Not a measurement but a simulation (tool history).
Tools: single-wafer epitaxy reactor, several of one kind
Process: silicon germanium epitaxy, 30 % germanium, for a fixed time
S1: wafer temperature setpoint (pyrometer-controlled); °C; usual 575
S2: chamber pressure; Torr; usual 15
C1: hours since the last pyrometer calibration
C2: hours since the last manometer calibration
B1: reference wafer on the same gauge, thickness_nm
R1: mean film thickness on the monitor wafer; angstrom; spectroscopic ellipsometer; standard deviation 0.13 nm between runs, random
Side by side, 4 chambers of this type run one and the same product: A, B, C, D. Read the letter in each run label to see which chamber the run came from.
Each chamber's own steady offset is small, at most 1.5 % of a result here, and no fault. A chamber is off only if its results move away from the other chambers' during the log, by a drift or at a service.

{"run": "1C", "hour": 7.8, "S1": 575, "S2": 15, "C1": 1959, "C2": 1715.3, "B1": 38.003, "R1": 324.64}
{"run": "2B", "hour": 23.4, "S1": 575, "S2": 15, "C1": 77.5, "C2": 473.5, "B1": 38.01, "R1": 324.52}
{"run": "3A", "hour": 36.4, "S1": 575, "S2": 15, "C1": 989.3, "C2": 398.8, "B1": 38.038, "R1": 326.42}
{"run": "4D", "hour": 48.1, "S1": 575, "S2": 15, "C1": 859.3, "C2": 1044.5, "B1": 37.97, "R1": 327.32}
{"run": "5D", "hour": 63.0, "S1": 575, "S2": 17.7, "C1": 874.2, "C2": 1059.4, "B1": 37.994, "R1": 351.5}
{"run": "6B", "hour": 72.4, "S1": 575, "S2": 17.7, "C1": 126.5, "C2": 522.5, "B1": 37.998, "R1": 346.27}
{"run": "7A", "hour": 88.0, "S1": 575, "S2": 17.7, "C1": 1040.9, "C2": 450.4, "B1": 37.985, "R1": 352.6}
{"run": "8C", "hour": 95.3, "S1": 575, "S2": 17.7, "C1": 2046.5, "C2": 1802.8, "B1": 37.994, "R1": 348.38}
{"run": "9D", "hour": 110.0, "S1": 575, "S2": 15, "C1": 921.2, "C2": 1106.4, "B1": 38.001, "R1": 328.23}
{"run": "10B", "hour": 123.0, "S1": 575, "S2": 15, "C1": 177.1, "C2": 573.1, "B1": 38.003, "R1": 325.06}
{"run": "11C", "hour": 138.5, "S1": 575, "S2": 15, "C1": 2089.7, "C2": 1846, "B1": 37.966, "R1": 325.82}
{"run": "12A", "hour": 149.4, "S1": 575, "S2": 15, "C1": 1102.3, "C2": 511.8, "B1": 38.007, "R1": 328.53}
{"run": "13A", "hour": 160.4, "S1": 575, "S2": 15, "C1": 1113.3, "C2": 522.8, "B1": 37.977, "R1": 328.36}
{"run": "14C", "hour": 175.0, "S1": 575, "S2": 15, "C1": 2126.2, "C2": 1882.5, "B1": 38.033, "R1": 326.87}
{"run": "15D", "hour": 190.0, "S1": 575, "S2": 15, "C1": 1001.2, "C2": 1186.4, "B1": 38.009, "R1": 326.21}
{"run": "16B", "hour": 198.3, "S1": 575, "S2": 15, "C1": 252.4, "C2": 648.4, "B1": 37.967, "R1": 322.76}
{"hour": 212.9, "done": "chamber D: pyrometer calibrated"}
{"run": "17C", "hour": 214.2, "S1": 586, "S2": 15, "C1": 2165.4, "C2": 1921.7, "B1": 37.977, "R1": 404.02}
{"run": "18B", "hour": 227.9, "S1": 586, "S2": 15, "C1": 282, "C2": 678, "B1": 37.975, "R1": 400.06}
{"run": "19D", "hour": 235.4, "S1": 586, "S2": 15, "C1": 22.6, "C2": 1231.8, "B1": 38.02, "R1": 419.13}
{"run": "20A", "hour": 249.8, "S1": 586, "S2": 15, "C1": 1202.7, "C2": 612.2, "B1": 37.962, "R1": 402.07}
{"run": "21A", "hour": 265.4, "S1": 575, "S2": 15, "C1": 1218.3, "C2": 627.8, "B1": 38.036, "R1": 327.93}
{"run": "22C", "hour": 279.1, "S1": 575, "S2": 15, "C1": 2230.3, "C2": 1986.6, "B1": 37.986, "R1": 326.59}
{"run": "23B", "hour": 293.0, "S1": 575, "S2": 15, "C1": 347.1, "C2": 743.1, "B1": 37.992, "R1": 323.12}
{"run": "24D", "hour": 303.8, "S1": 575, "S2": 15, "C1": 91, "C2": 1300.2, "B1": 38.03, "R1": 338.85}
{"run": "25A", "hour": 315.2, "S1": 587, "S2": 17.2, "C1": 1268.1, "C2": 677.6, "B1": 38.014, "R1": 436.38}
{"run": "26B", "hour": 328.0, "S1": 587, "S2": 17.2, "C1": 382.1, "C2": 778.1, "B1": 38.035, "R1": 431.85}
{"run": "27D", "hour": 342.1, "S1": 587, "S2": 17.2, "C1": 129.3, "C2": 1338.5, "B1": 38.005, "R1": 447.7}
{"run": "28C", "hour": 356.9, "S1": 587, "S2": 17.2, "C1": 2308.1, "C2": 2064.4, "B1": 38.009, "R1": 432.97}
{"run": "29C", "hour": 368.9, "S1": 575, "S2": 15, "C1": 2320.1, "C2": 2076.4, "B1": 38.026, "R1": 326.63}
{"run": "30D", "hour": 380.8, "S1": 575, "S2": 15, "C1": 168, "C2": 1377.2, "B1": 38.04, "R1": 338.44}
{"run": "31A", "hour": 389.5, "S1": 575, "S2": 15, "C1": 1342.4, "C2": 751.9, "B1": 37.973, "R1": 327.68}
{"run": "32B", "hour": 400.1, "S1": 575, "S2": 15, "C1": 454.2, "C2": 850.2, "B1": 38.004, "R1": 324.85}
{"run": "33B", "hour": 411.6, "S1": 575, "S2": 15, "C1": 465.7, "C2": 861.7, "B1": 38.015, "R1": 321.92}
{"run": "34D", "hour": 422.0, "S1": 575, "S2": 15, "C1": 209.2, "C2": 1418.4, "B1": 37.98, "R1": 339.31}
{"run": "35A", "hour": 432.6, "S1": 575, "S2": 15, "C1": 1385.5, "C2": 795, "B1": 37.993, "R1": 328.15}
{"run": "36C", "hour": 442.4, "S1": 575, "S2": 15, "C1": 2393.6, "C2": 2149.9, "B1": 38.026, "R1": 323.22}
{"run": "37C", "hour": 450.9, "S1": 575, "S2": 15, "C1": 2402.1, "C2": 2158.4, "B1": 37.964, "R1": 324.48}
{"run": "38B", "hour": 462.0, "S1": 575, "S2": 15, "C1": 516.1, "C2": 912.1, "B1": 37.993, "R1": 325.63}
{"run": "39D", "hour": 470.7, "S1": 575, "S2": 15, "C1": 257.9, "C2": 1467.1, "B1": 38.016, "R1": 337.15}
{"run": "40A", "hour": 485.5, "S1": 587, "S2": 16.8, "C1": 1438.4, "C2": 847.9, "B1": 38.003, "R1": 435.3}

Has any chamber moved away from the others, gradually or after a service, or does the common gauge drift, or do the chambers differ only by their own small steady offsets? State the chamber and the most likely cause if one applies.

A service left chamber D off against the others.
Likeliest cause: wafer temperature above the value expected at the setpoint (K) = 1.64.

Below are 4 candidate recipes for chamber D's next run, each the usual settings with a change, their results shown as question marks. Which of them brings D's results back in line with what the other chambers give on the usual settings?
A result is in line if it is within this distance of the other chambers' mean on the usual settings: R1 4.6 angstrom
{"run": "41D-1", "hour": 497.4, "S1": 575, "S2": 14.6, "R1": "?"}
{"run": "41D-2", "hour": 497.4, "S1": 575, "S2": 15.4, "R1": "?"}
{"run": "41D-3", "hour": 497.4, "S1": 573, "S2": 14.9, "R1": "?"}
{"run": "41D-4", "hour": 497.4, "S1": 577, "S2": 15, "R1": "?"}

Usual-settings mean across the other chambers: R1 326.16 angstrom
run=41D-1 R1=334.68
run=41D-2 R1=342.12
run=41D-3 R1=324.78
run=41D-4 R1=351.62
With 41D-3, the chamber falls back in line with the rest.

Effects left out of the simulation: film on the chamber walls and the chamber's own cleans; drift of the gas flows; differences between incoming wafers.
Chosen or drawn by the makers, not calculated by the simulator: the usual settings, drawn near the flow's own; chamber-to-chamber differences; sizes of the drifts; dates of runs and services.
